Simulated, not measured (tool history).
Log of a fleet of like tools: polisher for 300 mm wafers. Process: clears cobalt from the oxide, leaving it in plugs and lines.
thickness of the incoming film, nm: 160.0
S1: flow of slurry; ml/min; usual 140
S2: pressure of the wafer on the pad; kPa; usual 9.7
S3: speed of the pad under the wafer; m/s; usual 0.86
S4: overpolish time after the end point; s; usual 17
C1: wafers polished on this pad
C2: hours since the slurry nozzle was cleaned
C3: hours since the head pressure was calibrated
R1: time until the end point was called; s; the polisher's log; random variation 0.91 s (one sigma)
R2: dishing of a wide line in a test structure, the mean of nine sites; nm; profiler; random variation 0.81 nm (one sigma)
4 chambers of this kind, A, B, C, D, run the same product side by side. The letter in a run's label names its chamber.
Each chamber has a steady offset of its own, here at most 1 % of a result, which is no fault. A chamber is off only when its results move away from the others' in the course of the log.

run	hour	S1	S2	S3	S4	C1	C2	C3	R1	R2
1B	7.8	140	9.7	0.86	17	646	148.8	225.5	46.870	34.445
2A	14.6	140	9.7	0.86	17	531	677.0	1032.3	49.214	36.421
# hour 16.8: chamber B: worn pad replaced by a new one
3D	18.7	140	9.7	0.86	17	210	807.5	793.6	47.148	34.820
4C	24.5	140	9.7	0.86	17	719	203.0	355.2	47.867	35.588
# hour 28.3: chamber D: slurry nozzle cleaned
5A	31.2	140	9.7	0.86	17	660	693.6	1048.9	48.310	33.114
# hour 37.9: chamber A: worn pad replaced by a new one
6B	38.6	140	9.7	0.86	17	169	179.6	256.3	46.636	34.211
7D	46.5	140	9.7	0.86	17	425	18.2	821.4	46.837	35.585
8C	50.6	140	9.7	0.86	17	921	229.1	381.3	48.041	33.899
9C	58.4	140	9.7	0.86	17	981	236.9	389.1	50.323	36.828
10D	65.9	140	9.7	0.86	17	576	37.6	840.8	49.242	32.802
11A	70.4	140	9.7	0.86	17	252	732.8	1088.1	48.751	35.252
12B	77.6	140	9.7	0.86	17	471	218.6	295.3	47.707	34.689
13C	84.0	140	9.7	0.86	17	1180	262.5	414.7	49.589	35.351
14B	91.3	140	9.7	0.86	17	578	232.3	309.0	47.819	35.182
# hour 91.5: chamber D: worn pad replaced by a new one
15D	97.0	140	9.7	0.86	17	43	68.7	871.9	49.045	34.231
16A	104.7	140	9.7	0.86	17	518	767.1	1122.4	47.726	34.135
17C	109.4	140	9.7	0.86	17	1377	287.9	440.1	49.663	34.362
# hour 110.1: chamber B: worn pad replaced by a new one
18D	115.4	140	9.7	0.86	17	186	87.1	890.3	49.383	34.389
19A	120.8	140	9.7	0.86	17	643	783.2	1138.5	48.866	35.110
20B	128.9	140	9.7	0.86	17	146	269.9	346.6	47.605	34.445
# hour 133.2: chamber C: worn pad replaced by a new one
21B	135.4	140	9.7	0.86	17	196	276.4	353.1	47.486	34.232
# hour 136.2: chamber A: worn pad replaced by a new one
22C	143.9	140	9.7	0.86	17	83	322.4	474.6	48.961	34.811
23D	148.2	140	9.7	0.86	17	440	119.9	923.1	48.049	34.390
24A	152.7	140	9.7	0.86	17	128	815.1	1170.4	46.609	35.193
25D	156.7	140	12.4	0.86	17	506	128.4	931.6	37.643	40.116
26A	164.6	140	12.4	0.86	17	220	827.0	1182.3	37.652	39.448
27C	171.4	140	12.4	0.86	17	296	349.9	502.1	38.047	40.857
28B	178.9	140	12.4	0.86	17	533	319.9	396.6	38.816	39.967
# hour 182.6: chamber C: slurry nozzle cleaned
29C	187.1	140	9.7	0.86	17	418	4.6	517.8	49.076	35.978
30A	193.8	100	12.4	0.86	17	446	856.2	1211.5	39.711	37.475

What goes on in this fleet: one chamber off, a drifting gauge, or nothing beyond the chambers' own small offsets? Name the chamber and the cause, if any.

No chamber stands off beyond its own small offset, and the gauge holds steady.
